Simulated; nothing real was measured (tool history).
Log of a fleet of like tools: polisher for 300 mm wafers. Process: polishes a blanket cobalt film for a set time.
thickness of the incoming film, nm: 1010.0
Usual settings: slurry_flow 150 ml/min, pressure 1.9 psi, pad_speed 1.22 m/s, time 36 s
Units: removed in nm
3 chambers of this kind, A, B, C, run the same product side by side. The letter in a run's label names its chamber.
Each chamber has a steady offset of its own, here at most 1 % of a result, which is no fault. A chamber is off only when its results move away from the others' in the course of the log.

run,hour,slurry_flow,pressure,pad_speed,time,removed
1C,8.6,150,1.9,1.22,36,199.78
# hour 15.1: chamber B: worn pad replaced by a new one
2B,18.4,150,1.9,1.22,36,196.35
# hour 30: chamber A: worn pad replaced by a new one
3A,32.8,150,1.9,1.22,36,196.87
4A,47.5,150,1.9,1.22,36,197.66
5C,58,150,1.9,1.22,36,199.47
# hour 62.3: chamber B: slurry nozzle cleaned
6B,68.5,150,1.9,1.22,36,193.62
# hour 71.6: chamber B: head pressure recalibrated
7B,78.8,150,2.2,1.22,36,226.97
8A,87.1,150,2.2,1.22,36,228.74
9C,100.3,150,2.2,1.22,36,226.77
10C,108.4,150,1.9,1.22,47,254.82
# hour 117: chamber B: worn pad replaced by a new one
11A,117.5,150,1.9,1.22,47,259.74
# hour 127.4: chamber A: worn pad replaced by a new one
12B,128.9,150,1.9,1.22,47,255.9
13B,141,150,1.9,1.22,36,198.62
14C,155.5,150,1.9,1.22,36,190.5
15A,168.3,150,1.9,1.22,36,200.66
16A,183.1,150,1.9,0.88,36,140.4
17C,196,150,1.9,0.88,36,135.44
# hour 205.5: chamber B: worn pad replaced by a new one
18B,210.7,150,1.9,0.88,36,140.72
# hour 214: chamber A: worn pad replaced by a new one
19C,222,150,1.9,1.22,36,184.13
20A,232.8,150,1.9,1.22,36,196.82

What goes on in this fleet: one chamber off, a drifting gauge, or nothing beyond the chambers' own small offsets? Name the chamber and the cause, if any.

Chamber C drifts away from the others.
Cause: removal rate lost through wear of the pad, % = 8.91.
The log may not tell that from: slurry flow missing at the pad, %; head's pressure below its setpoint, %.

Here are 4 candidates for chamber C's next run, each the usual settings with a change, their results left as question marks. Which one brings its results back in line with what the others give on the usual settings?
In line means no further than this from the other chambers' mean on the usual settings: removed 5 nm
21C-1,244,150,1.9,1.4,36,?
21C-2,244,150,1.8,1.22,33,?
21C-3,244,150,2,1.26,36,?
21C-4,244,150,1.9,1.12,36,?

The other chambers' mean on the usual settings: removed 196.59 nm
run,removed
21C-1,208.09
21C-2,157.85
21C-3,197.35
21C-4,167.02
21C-3 brings the chamber back in line.
